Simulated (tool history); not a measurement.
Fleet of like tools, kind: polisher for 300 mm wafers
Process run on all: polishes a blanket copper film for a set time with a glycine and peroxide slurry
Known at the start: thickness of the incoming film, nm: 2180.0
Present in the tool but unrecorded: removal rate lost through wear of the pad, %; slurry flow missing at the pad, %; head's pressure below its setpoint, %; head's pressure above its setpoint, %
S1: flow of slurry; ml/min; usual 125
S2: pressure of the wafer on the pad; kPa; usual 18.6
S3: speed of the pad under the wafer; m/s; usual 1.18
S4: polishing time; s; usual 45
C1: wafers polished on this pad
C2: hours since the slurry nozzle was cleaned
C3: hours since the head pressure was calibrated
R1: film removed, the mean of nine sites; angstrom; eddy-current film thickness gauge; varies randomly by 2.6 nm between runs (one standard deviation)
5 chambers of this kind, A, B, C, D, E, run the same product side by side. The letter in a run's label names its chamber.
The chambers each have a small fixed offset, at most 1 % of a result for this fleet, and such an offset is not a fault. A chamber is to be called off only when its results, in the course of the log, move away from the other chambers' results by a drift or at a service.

{"run": "1A", "hour": 4.8, "S1": 125, "S2": 18.6, "S3": 1.18, "S4": 45, "C1": 239, "C2": 147.8, "C3": 426.2, "R1": 2617.0}
{"run": "2E", "hour": 12.4, "S1": 125, "S2": 18.6, "S3": 1.18, "S4": 45, "C1": 594, "C2": 709.6, "C3": 631.1, "R1": 2544.6}
{"run": "3C", "hour": 17.3, "S1": 125, "S2": 18.6, "S3": 1.18, "S4": 45, "C1": 976, "C2": 195.7, "C3": 410.7, "R1": 2546.6}
{"run": "4D", "hour": 25.1, "S1": 125, "S2": 18.6, "S3": 1.18, "S4": 45, "C1": 544, "C2": 489.2, "C3": 400.9, "R1": 2588.8}
{"hour": 27.8, "done": "chamber C: worn pad replaced by a new one"}
{"run": "5B", "hour": 31.2, "S1": 125, "S2": 18.6, "S3": 1.18, "S4": 45, "C1": 672, "C2": 270.4, "C3": 306.2, "R1": 2514.7}
{"hour": 33.2, "done": "chamber B: worn pad replaced by a new one"}
{"hour": 34.5, "done": "chamber C: head pressure recalibrated"}
{"hour": 35.3, "done": "chamber D: worn pad replaced by a new one"}
{"run": "6B", "hour": 35.6, "S1": 125, "S2": 18.6, "S3": 1.18, "S4": 45, "C1": 37, "C2": 274.8, "C3": 310.6, "R1": 2538.4}
{"hour": 37.5, "done": "chamber E: worn pad replaced by a new one"}
{"run": "7C", "hour": 41.4, "S1": 105, "S2": 18.6, "S3": 1.18, "S4": 45, "C1": 209, "C2": 219.8, "C3": 7.0, "R1": 2470.1}
{"run": "8D", "hour": 49.6, "S1": 105, "S2": 18.6, "S3": 1.18, "S4": 45, "C1": 220, "C2": 513.7, "C3": 425.4, "R1": 2489.4}
{"run": "9A", "hour": 54.8, "S1": 105, "S2": 18.6, "S3": 1.18, "S4": 45, "C1": 1004, "C2": 197.8, "C3": 476.2, "R1": 2516.5}
{"run": "10E", "hour": 64.3, "S1": 105, "S2": 18.6, "S3": 1.18, "S4": 45, "C1": 410, "C2": 761.5, "C3": 683.0, "R1": 2498.8}
{"hour": 65.0, "done": "chamber B: head pressure recalibrated"}
{"run": "11E", "hour": 71.8, "S1": 105, "S2": 18.6, "S3": 1.18, "S4": 45, "C1": 525, "C2": 769.0, "C3": 690.5, "R1": 2458.3}
{"hour": 78.1, "done": "chamber D: worn pad replaced by a new one"}
{"run": "12D", "hour": 78.5, "S1": 125, "S2": 18.6, "S3": 1.18, "S4": 45, "C1": 6, "C2": 542.6, "C3": 454.3, "R1": 2546.8}
{"hour": 80.4, "done": "chamber B: worn pad replaced by a new one"}
{"run": "13B", "hour": 84.6, "S1": 125, "S2": 18.6, "S3": 1.18, "S4": 45, "C1": 65, "C2": 323.8, "C3": 19.7, "R1": 2559.0}
{"run": "14A", "hour": 89.9, "S1": 125, "S2": 18.6, "S3": 1.18, "S4": 45, "C1": 1542, "C2": 232.9, "C3": 511.3, "R1": 2617.8}
{"hour": 91.5, "done": "chamber E: head pressure recalibrated"}
{"run": "15C", "hour": 94.6, "S1": 125, "S2": 18.6, "S3": 1.18, "S4": 45, "C1": 1024, "C2": 273.0, "C3": 60.2, "R1": 2535.7}
{"run": "16A", "hour": 99.1, "S1": 125, "S2": 18.6, "S3": 1.18, "S4": 45, "C1": 1683, "C2": 242.1, "C3": 520.5, "R1": 2590.9}
{"hour": 103.9, "done": "chamber D: slurry nozzle cleaned"}
{"run": "17E", "hour": 108.7, "S1": 125, "S2": 18.6, "S3": 1.18, "S4": 45, "C1": 1090, "C2": 805.9, "C3": 17.3, "R1": 2536.7}
{"hour": 115.0, "done": "chamber D: worn pad replaced by a new one"}
{"run": "18D", "hour": 116.7, "S1": 125, "S2": 18.6, "S3": 1.18, "S4": 45, "C1": 26, "C2": 12.9, "C3": 492.5, "R1": 2585.0}
{"hour": 118.6, "done": "chamber E: worn pad replaced by a new one"}
{"hour": 119.3, "done": "chamber B: worn pad replaced by a new one"}
{"hour": 122.3, "done": "chamber C: worn pad replaced by a new one"}
{"run": "19C", "hour": 122.9, "S1": 125, "S2": 18.6, "S3": 1.34, "S4": 45, "C1": 9, "C2": 301.3, "C3": 88.5, "R1": 2805.8}
{"run": "20B", "hour": 128.4, "S1": 125, "S2": 18.6, "S3": 1.34, "S4": 45, "C1": 140, "C2": 367.6, "C3": 63.5, "R1": 2851.7}
{"run": "21C", "hour": 135.3, "S1": 125, "S2": 18.6, "S3": 1.34, "S4": 45, "C1": 199, "C2": 313.7, "C3": 100.9, "R1": 2869.3}
{"run": "22D", "hour": 141.1, "S1": 125, "S2": 18.6, "S3": 1.34, "S4": 45, "C1": 399, "C2": 37.3, "C3": 516.9, "R1": 2832.2}
{"run": "23B", "hour": 147.8, "S1": 125, "S2": 18.6, "S3": 1.34, "S4": 45, "C1": 437, "C2": 387.0, "C3": 82.9, "R1": 2891.1}
{"hour": 153.4, "done": "chamber D: worn pad replaced by a new one"}
{"run": "24A", "hour": 156.8, "S1": 125, "S2": 18.6, "S3": 1.18, "S4": 45, "C1": 2566, "C2": 299.8, "C3": 578.2, "R1": 2513.3}
{"hour": 159.6, "done": "chamber B: worn pad replaced by a new one"}
{"run": "25E", "hour": 165.3, "S1": 125, "S2": 18.6, "S3": 1.18, "S4": 45, "C1": 715, "C2": 862.5, "C3": 73.9, "R1": 2543.3}
{"hour": 165.7, "done": "chamber E: slurry nozzle cleaned"}
{"run": "26A", "hour": 174.4, "S1": 125, "S2": 18.6, "S3": 0.92, "S4": 50, "C1": 2836, "C2": 317.4, "C3": 595.8, "R1": 2216.1}
{"run": "27D", "hour": 180.3, "S1": 125, "S2": 18.6, "S3": 0.92, "S4": 50, "C1": 413, "C2": 76.5, "C3": 556.1, "R1": 2286.7}
{"hour": 183.7, "done": "chamber E: worn pad replaced by a new one"}
{"run": "28B", "hour": 188.7, "S1": 125, "S2": 18.6, "S3": 0.92, "S4": 50, "C1": 445, "C2": 427.9, "C3": 123.8, "R1": 2312.4}
{"run": "29C", "hour": 194.1, "S1": 125, "S2": 18.6, "S3": 0.92, "S4": 50, "C1": 1099, "C2": 372.5, "C3": 159.7, "R1": 2331.3}
{"run": "30E", "hour": 201.7, "S1": 125, "S2": 18.6, "S3": 0.92, "S4": 50, "C1": 276, "C2": 36.1, "C3": 110.3, "R1": 2325.0}
{"run": "31C", "hour": 208.4, "S1": 125, "S2": 18.6, "S3": 1.18, "S4": 45, "C1": 1318, "C2": 386.8, "C3": 174.0, "R1": 2509.5}
{"run": "32A", "hour": 214.6, "S1": 125, "S2": 18.6, "S3": 0.8, "S4": 45, "C1": 3452, "C2": 357.6, "C3": 636.0, "R1": 1772.9}

Which is it: a chamber that has drifted or been left off by a service, a gauge drift common to all chambers, or only each chamber's usual small offset? If a chamber is off, name it and its likeliest cause.

Little by little, chamber A moves away from the other chambers.
What lies behind it: removal rate lost through wear of the pad, % = 5.89.
From this log alone, it may not be told apart from: slurry flow missing at the pad, %; head's pressure below its setpoint, %.

Here are 4 candidates for chamber A's next run, each the usual settings with a change, their results left as question marks. Which one brings its results back in line with what the others give on the usual settings?
In line means no further than this from the other chambers' mean on the usual settings: R1 90.0 angstrom
{"run": "33A-1", "hour": 221.5, "S1": 120, "S2": 18.6, "S3": 1.18, "S4": 40, "R1": "?"}
{"run": "33A-2", "hour": 221.5, "S1": 125, "S2": 18.6, "S3": 1.18, "S4": 47, "R1": "?"}
{"run": "33A-3", "hour": 221.5, "S1": 125, "S2": 18.6, "S3": 1.16, "S4": 44, "R1": "?"}
{"run": "33A-4", "hour": 221.5, "S1": 125, "S2": 18.6, "S3": 1.34, "S4": 45, "R1": "?"}

Usual-settings mean across the other chambers: R1 2566.6 angstrom
run=33A-1 R1=2152.0
run=33A-2 R1=2550.5
run=33A-3 R1=2353.1
run=33A-4 R1=2725.4
33A-2 brings the chamber back in line.
